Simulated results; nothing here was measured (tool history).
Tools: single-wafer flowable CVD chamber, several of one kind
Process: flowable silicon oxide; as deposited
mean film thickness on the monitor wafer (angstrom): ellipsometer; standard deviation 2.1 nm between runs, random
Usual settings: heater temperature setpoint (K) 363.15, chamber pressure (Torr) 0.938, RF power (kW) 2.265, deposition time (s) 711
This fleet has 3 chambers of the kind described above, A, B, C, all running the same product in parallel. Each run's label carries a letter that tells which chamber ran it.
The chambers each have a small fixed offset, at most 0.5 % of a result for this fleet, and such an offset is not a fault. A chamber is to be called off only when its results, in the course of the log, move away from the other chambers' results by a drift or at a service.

| run | day | heater temperature setpoint (K) | chamber pressure (Torr) | RF power (kW) | deposition time (s) | hours since the last thermocouple change | hours since the last RF generator calibration | hours since the last manometer calibration | read-back reference wafer on the same gauge, thickness_nm | mean film thickness on the monitor wafer (angstrom) |
|---|---|---|---|---|---|---|---|---|---|---|
| 1A | 0.171 | 363.15 | 0.938 | 2.265 | 711 | 1372.5 | 789.3 | 709.4 | 607.02 | 7551.8 |
| 2B | 0.354 | 363.15 | 0.938 | 2.265 | 711 | 2476 | 945 | 1542.6 | 607.04 | 7586.1 |
| 3C | 0.504 | 363.15 | 0.938 | 2.265 | 711 | 790 | 1099.2 | 660.6 | 606.64 | 7507.7 |
| 4A | 0.6 | 363.15 | 0.938 | 2.265 | 711 | 1382.8 | 799.6 | 719.7 | 607.04 | 7555.3 |
| 5B | 0.779 | 363.15 | 0.938 | 2.265 | 711 | 2486.2 | 955.2 | 1552.8 | 606.9 | 7568.5 |
| 6C | 0.958 | 363.15 | 0.938 | 2.57 | 843 | 800.9 | 1110.1 | 671.5 | 606.81 | 9055.9 |
| 7A | 1.062 | 363.15 | 0.938 | 2.57 | 843 | 1393.9 | 810.7 | 730.8 | 606.87 | 9163.7 |
| 8B | 1.146 | 363.15 | 0.938 | 2.57 | 843 | 2495 | 964 | 1561.6 | 607.34 | 9122.4 |
| 9C | 1.279 | 363.15 | 0.938 | 2.265 | 711 | 808.6 | 1117.8 | 679.2 | 607.05 | 7492.9 |
| 10B | 1.396 | 363.15 | 0.938 | 2.265 | 711 | 2501 | 970 | 1567.6 | 606.83 | 7582.5 |
| 11C | 1.496 | 363.15 | 0.938 | 2.265 | 711 | 813.8 | 1123 | 684.4 | 607.15 | 7426.7 |
| 12A | 1.633 | 352.15 | 0.938 | 2.515 | 711 | 1407.6 | 824.4 | 744.5 | 606.82 | 10683 |
| 13C | 1.804 | 352.15 | 0.938 | 2.515 | 711 | 821.2 | 1130.4 | 691.8 | 606.89 | 10512 |
| 14B | 1.942 | 352.15 | 0.938 | 2.515 | 711 | 2514.1 | 983.1 | 1580.7 | 606.69 | 10609 |
| 15A | 2.025 | 363.15 | 1.088 | 1.935 | 711 | 1417 | 833.8 | 753.9 | 607.09 | 8757.2 |
| 16B | 2.112 | 363.15 | 1.088 | 1.935 | 711 | 2518.2 | 987.2 | 1584.8 | 607.23 | 8702.1 |
| 17A | 2.258 | 363.15 | 1.088 | 1.935 | 711 | 1422.6 | 839.4 | 759.5 | 606.75 | 8769.5 |
| 18C | 2.417 | 363.15 | 0.938 | 2.265 | 711 | 835.9 | 1145.1 | 706.5 | 606.73 | 7368 |
| 19B | 2.533 | 363.15 | 0.938 | 2.265 | 711 | 2528.3 | 997.3 | 1594.9 | 607.01 | 7541.7 |
| 20C | 2.679 | 363.15 | 0.938 | 2.265 | 711 | 842.2 | 1151.4 | 712.8 | 607.2 | 7400.3 |
| 21A | 2.838 | 363.15 | 0.938 | 2.265 | 711 | 1436.5 | 853.3 | 773.4 | 607.22 | 7580.4 |
| 22B | 3.017 | 363.15 | 0.938 | 2.265 | 711 | 2539.9 | 1008.9 | 1606.5 | 606.88 | 7601.3 |
| 23A | 3.154 | 363.15 | 0.938 | 2.265 | 711 | 1444.1 | 860.9 | 781 | 606.9 | 7573 |
| 24C | 3.279 | 351.15 | 0.938 | 2.445 | 711 | 856.6 | 1165.8 | 727.2 | 606.89 | 10593 |
| 25A | 3.421 | 351.15 | 0.938 | 2.445 | 711 | 1450.5 | 867.3 | 787.4 | 607 | 10893 |
| 26C | 3.554 | 351.15 | 0.938 | 2.445 | 711 | 863.2 | 1172.4 | 733.8 | 607.15 | 10549 |

For the next run the whole fleet of 3 chambers uses the same settings. Give each chamber's results:
| 27A | 3.688 | 363.15 | 0.938 | 2.265 | 711 |  |  |  |  | ? |
| 27B | 3.688 | 363.15 | 0.938 | 2.265 | 711 |  |  |  |  | ? |
| 27C | 3.688 | 363.15 | 0.938 | 2.265 | 711 |  |  |  |  | ? |

| run | mean film thickness on the monitor wafer (angstrom) |
|---|---|
| 27A | 7548.1 |
| 27B | 7569.3 |
| 27C | 7318.6 |

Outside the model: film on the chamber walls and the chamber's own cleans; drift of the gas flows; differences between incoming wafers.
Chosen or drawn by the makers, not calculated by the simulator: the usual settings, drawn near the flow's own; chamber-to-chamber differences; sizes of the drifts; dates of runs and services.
